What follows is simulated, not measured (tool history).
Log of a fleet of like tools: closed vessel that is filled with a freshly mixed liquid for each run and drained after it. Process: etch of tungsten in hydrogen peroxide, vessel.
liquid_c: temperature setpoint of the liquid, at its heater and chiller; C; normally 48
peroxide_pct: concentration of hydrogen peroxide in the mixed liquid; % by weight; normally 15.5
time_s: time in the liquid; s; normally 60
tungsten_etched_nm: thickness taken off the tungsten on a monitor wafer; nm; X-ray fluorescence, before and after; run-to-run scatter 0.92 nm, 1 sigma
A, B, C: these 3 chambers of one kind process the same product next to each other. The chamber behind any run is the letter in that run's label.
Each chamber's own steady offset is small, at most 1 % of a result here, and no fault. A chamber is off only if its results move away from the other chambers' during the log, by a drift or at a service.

run   hour  liquid_c  peroxide_pct  time_s  hours since the thermometer was replaced  hours since the peroxide flow meter was replaced  hours since the drum of peroxide was connected  read-back film thickness of the tungsten reference wafer, read on the same gauge (nm)  tungsten_etched_nm
 1C   12.8        48          15.5      60                                     700.4                                             709.9                                           358.4                                                                                 130.01              103.91
 2B   24.2        48          15.5      60                                     841.6                                             529.6                                          1056.5                                                                                 130.03              101.57
      33.7  -- chamber C: new drum of peroxide connected
 3A   37.7        48          15.5      60                                     424.4                                            1138.8                                           901.4                                                                                 130.07              102.81
 4A   47.4        48          15.5      60                                     434.1                                            1148.5                                           911.1                                                                                    130              103.66
 5B   56.3        48          15.5      60                                     873.7                                             561.7                                          1088.6                                                                                 129.99               104.2
 6C   69.9        48          15.5      60                                     757.5                                               767                                            36.2                                                                                    130              103.13
 7B   77.3        48          15.5      60                                     894.7                                             582.7                                          1109.6                                                                                 130.01               104.7
 8A   87.1        48          15.5      60                                     473.8                                            1188.2                                           950.8                                                                                 130.02              104.89
 9C     97        48          15.5      60                                     784.6                                             794.1                                            63.3                                                                                    130              103.09
10A  106.4        48          15.5      60                                     493.1                                            1207.5                                           970.1                                                                                 129.99              102.98
     116.6  -- chamber B: thermometer replaced
11B  120.4        48          15.5      60                                       3.8                                             625.8                                          1152.7                                                                                    130              104.32
12C  133.9        48          15.5      60                                     821.5                                               831                                           100.2                                                                                 129.98               103.8
13C  145.4        48          15.5      60                                       833                                             842.5                                           111.7                                                                                 130.01              101.96
14A  157.7        48          15.5      60                                     544.4                                            1258.8                                          1021.4                                                                                 129.97              101.98
15B  167.6        48          15.5      60                                        51                                               673                                          1199.9                                                                                 129.97              102.89
     171.1  -- chamber C: thermometer replaced
16B  176.6        48          15.5      60                                        60                                               682                                          1208.9                                                                                 129.99              103.51
     189.7  -- chamber C: peroxide flow meter replaced
17A  191.3        48          15.5      60                                       578                                            1292.4                                            1055                                                                                 129.97              102.95
18C  204.1        48          15.5      60                                        33                                              14.4                                           170.4                                                                                 130.02              102.88
19C    213        48          15.5      60                                      41.9                                              23.3                                           179.3                                                                                    130              102.94
20B  220.7        48          15.5      60                                     104.1                                             726.1                                            1253                                                                                 129.97              104.19
21A  234.9        48          15.5      60                                     621.6                                              1336                                          1098.6                                                                                 130.01              103.41
22B  247.4        48          15.5      60                                     130.8                                             752.8                                          1279.7                                                                                    130              104.27
23A  256.1        48          15.5      60                                     642.8                                            1357.2                                          1119.8                                                                                 129.98              102.18
24C  265.3      55.5          15.5      30                                      94.2                                              75.6                                           231.6                                                                                 130.02              82.117
25C  278.5      55.5          15.5      30                                     107.4                                              88.8                                           244.8                                                                                 130.03              81.996
26A  285.6      55.5          15.5      30                                     672.3                                            1386.7                                          1149.3                                                                                 130.03              81.913
27B  293.5        48          15.5      60                                     176.9                                             798.9                                          1325.8                                                                                 129.98              104.76
28B    303        48          15.5      60                                     186.4                                             808.4                                          1335.3                                                                                 130.02              103.73
29C  314.9        48          18.5      40                                     143.8                                             125.2                                           281.2                                                                                 130.01              75.042
30A  327.4        48          18.5      40                                     714.1                                            1428.5                                          1191.1                                                                                 130.06              75.321
     331.3  -- chamber C: new drum of peroxide connected
31B    334        48          18.5      40                                     217.4                                             839.4                                          1366.3                                                                                 129.96              74.651
32A  345.9        48          15.5      60                                     732.6                                              1447                                          1209.6                                                                                 130.05              104.07
33C    353        48            13      50                                     181.9                                             163.3                                            21.8                                                                                 130.04              78.065
34A  362.5        48            13      50                                     749.2                                            1463.6                                          1226.2                                                                                 130.02               78.09
35B  369.4        48            13      50                                     252.8                                             874.8                                          1401.7                                                                                 129.98              78.909
36C  378.3        48          15.5      60                                     207.2                                             188.6                                            47.1                                                                                 130.03              101.96
37A  389.2        48            12      60                                     775.9                                            1490.3                                          1252.9                                                                                 130.02               91.66
38C  402.7        48            12      60                                     231.6                                               213                                            71.5                                                                                 129.97              91.349
39B  414.2        48            12      60                                     297.6                                             919.6                                          1446.5                                                                                    130              90.766

One chamber off, gauge drift, or nothing amiss beyond the chambers' own small offsets? If it is a chamber, which one, and what is the likeliest cause?

No chamber is off and the gauge is stable; the differences are just each chamber's small, constant offset.

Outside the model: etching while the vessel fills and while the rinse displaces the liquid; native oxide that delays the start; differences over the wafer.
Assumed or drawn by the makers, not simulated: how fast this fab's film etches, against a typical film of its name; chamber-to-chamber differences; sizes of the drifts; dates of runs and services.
